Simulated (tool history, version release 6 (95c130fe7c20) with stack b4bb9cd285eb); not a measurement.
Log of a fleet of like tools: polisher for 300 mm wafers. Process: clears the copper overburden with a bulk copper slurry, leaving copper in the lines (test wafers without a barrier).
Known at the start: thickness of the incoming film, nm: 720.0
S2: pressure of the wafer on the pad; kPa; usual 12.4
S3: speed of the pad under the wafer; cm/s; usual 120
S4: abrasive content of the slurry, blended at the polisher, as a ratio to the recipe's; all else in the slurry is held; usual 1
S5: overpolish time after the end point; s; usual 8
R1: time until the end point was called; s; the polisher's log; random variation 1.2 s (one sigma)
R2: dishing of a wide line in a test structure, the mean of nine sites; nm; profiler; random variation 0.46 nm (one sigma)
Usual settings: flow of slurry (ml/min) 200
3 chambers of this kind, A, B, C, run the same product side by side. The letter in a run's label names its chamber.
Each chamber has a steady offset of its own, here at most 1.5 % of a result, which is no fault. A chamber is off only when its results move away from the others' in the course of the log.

{"run": "1C", "hour": 8.6, "flow of slurry (ml/min)": 200, "S2": 12.4, "S3": 120, "S4": 1, "S5": 8, "R1": 125.25, "R2": 29.205}
{"hour": 9.0, "done": "chamber C: worn pad replaced by a new one"}
{"hour": 11.6, "done": "chamber A: worn pad replaced by a new one"}
{"run": "2A", "hour": 17.2, "flow of slurry (ml/min)": 200, "S2": 12.4, "S3": 120, "S4": 1, "S5": 8, "R1": 121.45, "R2": 29.053}
{"run": "3B", "hour": 26.0, "flow of slurry (ml/min)": 200, "S2": 12.4, "S3": 120, "S4": 1, "S5": 8, "R1": 121.94, "R2": 28.782}
{"run": "4C", "hour": 32.8, "flow of slurry (ml/min)": 200, "S2": 12.4, "S3": 120, "S4": 1, "S5": 8, "R1": 124.55, "R2": 29.315}
{"run": "5B", "hour": 41.9, "flow of slurry (ml/min)": 200, "S2": 12.4, "S3": 120, "S4": 1, "S5": 8, "R1": 124.36, "R2": 29.108}
{"hour": 45.6, "done": "chamber B: slurry nozzle cleaned"}
{"run": "6A", "hour": 48.0, "flow of slurry (ml/min)": 200, "S2": 9.7, "S3": 120, "S4": 1, "S5": 8, "R1": 153.65, "R2": 23.919}
{"run": "7B", "hour": 52.9, "flow of slurry (ml/min)": 200, "S2": 9.7, "S3": 120, "S4": 1, "S5": 8, "R1": 163.16, "R2": 23.525}
{"run": "8C", "hour": 57.4, "flow of slurry (ml/min)": 200, "S2": 9.7, "S3": 120, "S4": 1, "S5": 8, "R1": 160.02, "R2": 23.499}
{"run": "9A", "hour": 62.8, "flow of slurry (ml/min)": 200, "S2": 12.4, "S3": 120, "S4": 1, "S5": 8, "R1": 121.74, "R2": 29.294}
{"run": "10B", "hour": 70.6, "flow of slurry (ml/min)": 200, "S2": 12.4, "S3": 120, "S4": 1, "S5": 8, "R1": 124.34, "R2": 29.103}
{"hour": 75.0, "done": "chamber A: slurry blender recalibrated"}
{"run": "11C", "hour": 77.7, "flow of slurry (ml/min)": 200, "S2": 12.4, "S3": 120, "S4": 1, "S5": 8, "R1": 120.66, "R2": 29.087}
{"hour": 83.8, "done": "chamber B: slurry blender recalibrated"}
{"run": "12A", "hour": 83.8, "flow of slurry (ml/min)": 200, "S2": 12.4, "S3": 120, "S4": 1, "S5": 8, "R1": 123.09, "R2": 29.229}
{"run": "13A", "hour": 89.9, "flow of slurry (ml/min)": 200, "S2": 12.4, "S3": 120, "S4": 1, "S5": 8, "R1": 121.5, "R2": 30.387}
{"hour": 93.4, "done": "chamber A: slurry nozzle cleaned"}
{"hour": 94.4, "done": "chamber A: head pressure recalibrated"}
{"run": "14B", "hour": 95.7, "flow of slurry (ml/min)": 225, "S2": 12.4, "S3": 120, "S4": 1, "S5": 10, "R1": 127.17, "R2": 33.395}
{"hour": 97.0, "done": "chamber A: worn pad replaced by a new one"}
{"run": "15C", "hour": 102.2, "flow of slurry (ml/min)": 225, "S2": 12.4, "S3": 120, "S4": 1, "S5": 10, "R1": 123.32, "R2": 34.368}
{"hour": 106.7, "done": "chamber C: worn pad replaced by a new one"}
{"run": "16A", "hour": 107.5, "flow of slurry (ml/min)": 225, "S2": 12.4, "S3": 120, "S4": 1, "S5": 10, "R1": 119.27, "R2": 36.247}
{"run": "17B", "hour": 112.5, "flow of slurry (ml/min)": 200, "S2": 12.4, "S3": 120, "S4": 1, "S5": 8, "R1": 132.4, "R2": 27.595}
{"run": "18C", "hour": 117.7, "flow of slurry (ml/min)": 200, "S2": 12.4, "S3": 120, "S4": 1, "S5": 8, "R1": 124.29, "R2": 29.465}
{"run": "19A", "hour": 126.7, "flow of slurry (ml/min)": 200, "S2": 12.4, "S3": 120, "S4": 1, "S5": 8, "R1": 122.2, "R2": 28.939}
{"run": "20C", "hour": 132.3, "flow of slurry (ml/min)": 200, "S2": 12.4, "S3": 120, "S4": 1, "S5": 8, "R1": 123.44, "R2": 29.651}
{"run": "21B", "hour": 136.5, "flow of slurry (ml/min)": 200, "S2": 12.4, "S3": 120, "S4": 1, "S5": 8, "R1": 134.04, "R2": 27.786}

Is one chamber off against the others, does the gauge drift, or is nothing wrong? If a chamber is off, say which, and what the likeliest cause is.

Chamber B drifts away from the others.
Cause: removal rate lost through wear of the pad, % = 9.95.
The log may not tell that from: head's pressure below its setpoint, %.

Here are 4 candidates for chamber B's next run, each the usual settings with a change, their results left as question marks. Which one brings its results back in line with what the others give on the usual settings?
In line means no further than this from the other chambers' mean on the usual settings: R1 4.20 s; R2 1.600 nm
{"run": "22B-1", "hour": 143.3, "flow of slurry (ml/min)": 195, "S2": 11.0, "S3": 108, "S4": 1, "S5": 8, "R1": "?", "R2": "?"}
{"run": "22B-2", "hour": 143.3, "flow of slurry (ml/min)": 200, "S2": 13.1, "S3": 126, "S4": 1, "S5": 8, "R1": "?", "R2": "?"}
{"run": "22B-3", "hour": 143.3, "flow of slurry (ml/min)": 205, "S2": 13.8, "S3": 134, "S4": 1, "S5": 8, "R1": "?", "R2": "?"}
{"run": "22B-4", "hour": 143.3, "flow of slurry (ml/min)": 200, "S2": 11.7, "S3": 114, "S4": 1, "S5": 8, "R1": "?", "R2": "?"}

The other chambers' mean on the usual settings: R1 122.18 s; R2 29.352 nm
run=22B-1 R1=171.74 R2=22.631
run=22B-2 R1=123.24 R2=29.886
run=22B-3 R1=109.64 R2=32.817
run=22B-4 R1=152.47 R2=25.042
22B-2 brings the chamber back in line.
